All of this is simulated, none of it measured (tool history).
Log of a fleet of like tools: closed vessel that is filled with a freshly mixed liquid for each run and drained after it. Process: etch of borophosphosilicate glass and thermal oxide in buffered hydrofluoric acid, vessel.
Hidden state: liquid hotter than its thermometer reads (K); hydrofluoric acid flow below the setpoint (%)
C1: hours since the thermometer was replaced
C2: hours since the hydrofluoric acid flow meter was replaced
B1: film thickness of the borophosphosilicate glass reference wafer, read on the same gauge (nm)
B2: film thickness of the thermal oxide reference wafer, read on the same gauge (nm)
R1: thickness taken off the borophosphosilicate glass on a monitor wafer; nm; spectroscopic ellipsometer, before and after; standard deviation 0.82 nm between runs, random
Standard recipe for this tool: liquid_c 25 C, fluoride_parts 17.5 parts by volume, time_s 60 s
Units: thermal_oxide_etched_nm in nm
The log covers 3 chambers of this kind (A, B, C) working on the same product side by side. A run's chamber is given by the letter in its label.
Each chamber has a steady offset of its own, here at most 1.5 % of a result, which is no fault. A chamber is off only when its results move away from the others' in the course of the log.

Run 1A, hour 13.7: usual settings; C1 330.1; C2 386.3; B1 109.97; B2 90.055. Result: R1 94.59 nm, thermal_oxide_etched_nm 43.656 nm.
Run 2C, hour 22.9: usual settings; C1 789.9; C2 518.9; B1 109.99; B2 90.021. Result: R1 95.478 nm, thermal_oxide_etched_nm 44.134 nm.
Run 3B, hour 30.1: usual settings; C1 195.7; C2 275.4; B1 110.04; B2 89.99. Result: R1 94.845 nm, thermal_oxide_etched_nm 43.819 nm.
Run 4A, hour 37.8: usual settings; C1 354.2; C2 410.4; B1 109.98; B2 90.017. Result: R1 96.278 nm, thermal_oxide_etched_nm 43.329 nm.
Run 5C, hour 52.1: usual settings; C1 819.1; C2 548.1; B1 109.93; B2 90.006. Result: R1 95.476 nm, thermal_oxide_etched_nm 43.42 nm.
Run 6B, hour 60.4: usual settings; C1 226; C2 305.7; B1 109.99; B2 90.017. Result: R1 97.396 nm, thermal_oxide_etched_nm 43.823 nm.
Run 7B, hour 74.8: usual settings; C1 240.4; C2 320.1; B1 110.06; B2 89.992. Result: R1 97.257 nm, thermal_oxide_etched_nm 43.801 nm.
Run 8A, hour 87.5: usual settings; C1 403.9; C2 460.1; B1 109.98; B2 90.061. Result: R1 96.19 nm, thermal_oxide_etched_nm 43.636 nm.
Run 9C, hour 102: usual settings; C1 869; C2 598; B1 110.01; B2 90.006. Result: R1 95.366 nm, thermal_oxide_etched_nm 43.114 nm.
Run 10C, hour 114: usual settings; C1 881; C2 610; B1 110.01; B2 90.038. Result: R1 95.201 nm, thermal_oxide_etched_nm 43.685 nm.
Run 11B, hour 124.3: usual settings; C1 289.9; C2 369.6; B1 109.99; B2 90.054. Result: R1 96.035 nm, thermal_oxide_etched_nm 43.624 nm.
Run 12A, hour 134.5: usual settings but liquid_c 22 C, time_s 30 s; C1 450.9; C2 507.1; B1 109.98; B2 90.003. Result: R1 40.811 nm, thermal_oxide_etched_nm 18.473 nm.
Run 13B, hour 141.4: usual settings but liquid_c 22 C, time_s 30 s; C1 307; C2 386.7; B1 109.95; B2 89.973. Result: R1 41.1 nm, thermal_oxide_etched_nm 18.57 nm.
Run 14C, hour 151: usual settings but liquid_c 22 C, time_s 30 s; C1 918; C2 647; B1 109.98; B2 90.046. Result: R1 40.441 nm, thermal_oxide_etched_nm 18.824 nm.
Run 15A, hour 158.7: usual settings; C1 475.1; C2 531.3; B1 110.02; B2 90.016. Result: R1 94.414 nm, thermal_oxide_etched_nm 43.266 nm.
Run 16B, hour 165.7: usual settings; C1 331.3; C2 411; B1 109.97; B2 90.01. Result: R1 96.092 nm, thermal_oxide_etched_nm 43.014 nm.
Run 17A, hour 172.9: usual settings but fluoride_parts 22.5 parts by volume, time_s 45 s; C1 489.3; C2 545.5; B1 109.96; B2 90. Result: R1 58.072 nm, thermal_oxide_etched_nm 26.647 nm.
Run 18C, hour 185.7: usual settings but fluoride_parts 22.5 parts by volume, time_s 45 s; C1 952.7; C2 681.7; B1 109.99; B2 89.996. Result: R1 57.544 nm, thermal_oxide_etched_nm 26.551 nm.
Run 19B, hour 197.7: usual settings but fluoride_parts 22.5 parts by volume, time_s 45 s; C1 363.3; C2 443; B1 109.98; B2 89.971. Result: R1 58.558 nm, thermal_oxide_etched_nm 26.37 nm.
Run 20C, hour 210.9: usual settings; C1 977.9; C2 706.9; B1 110.01; B2 89.999. Result: R1 96.602 nm, thermal_oxide_etched_nm 44.127 nm.
Run 21A, hour 225: usual settings but liquid_c 27.5 C; C1 541.4; C2 597.6; B1 110.02; B2 90.028. Result: R1 108.53 nm, thermal_oxide_etched_nm 50.204 nm.
Run 22A, hour 234.8: usual settings but liquid_c 27.5 C; C1 551.2; C2 607.4; B1 109.99; B2 90.03. Result: R1 108.66 nm, thermal_oxide_etched_nm 50.561 nm.
Run 23B, hour 249.2: usual settings but liquid_c 27.5 C; C1 414.8; C2 494.5; B1 110.01; B2 89.997. Result: R1 109.44 nm, thermal_oxide_etched_nm 49.765 nm.
Run 24C, hour 256.6: usual settings; C1 1023.6; C2 752.6; B1 110.04; B2 89.993. Result: R1 97.291 nm, thermal_oxide_etched_nm 43.424 nm.
Run 25B, hour 264.1: usual settings; C1 429.7; C2 509.4; B1 109.95; B2 90.044. Result: R1 98.626 nm, thermal_oxide_etched_nm 44.009 nm.
Run 26A, hour 275.5: usual settings but liquid_c 21 C, time_s 95 s; C1 591.9; C2 648.1; B1 109.99; B2 89.975. Result: R1 121.34 nm, thermal_oxide_etched_nm 55.151 nm.
Run 27C, hour 282.9: usual settings but liquid_c 21 C, time_s 95 s; C1 1049.9; C2 778.9; B1 110.06; B2 90.001. Result: R1 121.63 nm, thermal_oxide_etched_nm 55.068 nm.
Run 28A, hour 292.5: usual settings but liquid_c 21 C, time_s 95 s; C1 608.9; C2 665.1; B1 110.05; B2 90.04. Result: R1 120.01 nm, thermal_oxide_etched_nm 55.764 nm.
Run 29C, hour 304.5: usual settings; C1 1071.5; C2 800.5; B1 109.98; B2 90.016. Result: R1 95.955 nm, thermal_oxide_etched_nm 43.771 nm.
Run 30B, hour 317.4: usual settings; C1 483; C2 562.7; B1 110.01; B2 89.996. Result: R1 95.732 nm, thermal_oxide_etched_nm 43.862 nm.
Run 31B, hour 331.1: usual settings; C1 496.7; C2 576.4; B1 110.01; B2 90.01. Result: R1 96.977 nm, thermal_oxide_etched_nm 43.974 nm.
Run 32A, hour 337.4: usual settings; C1 653.8; C2 710; B1 109.97; B2 90.008. Result: R1 95.482 nm, thermal_oxide_etched_nm 43.757 nm.
Run 33C, hour 344.1: usual settings; C1 1111.1; C2 840.1; B1 110; B2 90.034. Result: R1 95.987 nm, thermal_oxide_etched_nm 43.785 nm.
Run 34A, hour 356.8: usual settings; C1 673.2; C2 729.4; B1 110; B2 89.964. Result: R1 96.116 nm, thermal_oxide_etched_nm 43.813 nm.
Run 35C, hour 370.3: usual settings; C1 1137.3; C2 866.3; B1 109.96; B2 89.963. Result: R1 94.753 nm, thermal_oxide_etched_nm 43.91 nm.

All 3 chambers run these settings next. Forecast each chamber's results:
Run 36A, hour 380.6: usual settings. Result: R1 ?, thermal_oxide_etched_nm ?.
Run 36B, hour 380.6: usual settings. Result: R1 ?, thermal_oxide_etched_nm ?.
Run 36C, hour 380.6: usual settings. Result: R1 ?, thermal_oxide_etched_nm ?.

run      R1  thermal_oxide_etched_nm
36A  95.266                    44.25
36B  97.395                   44.519
36C  94.566                   44.113
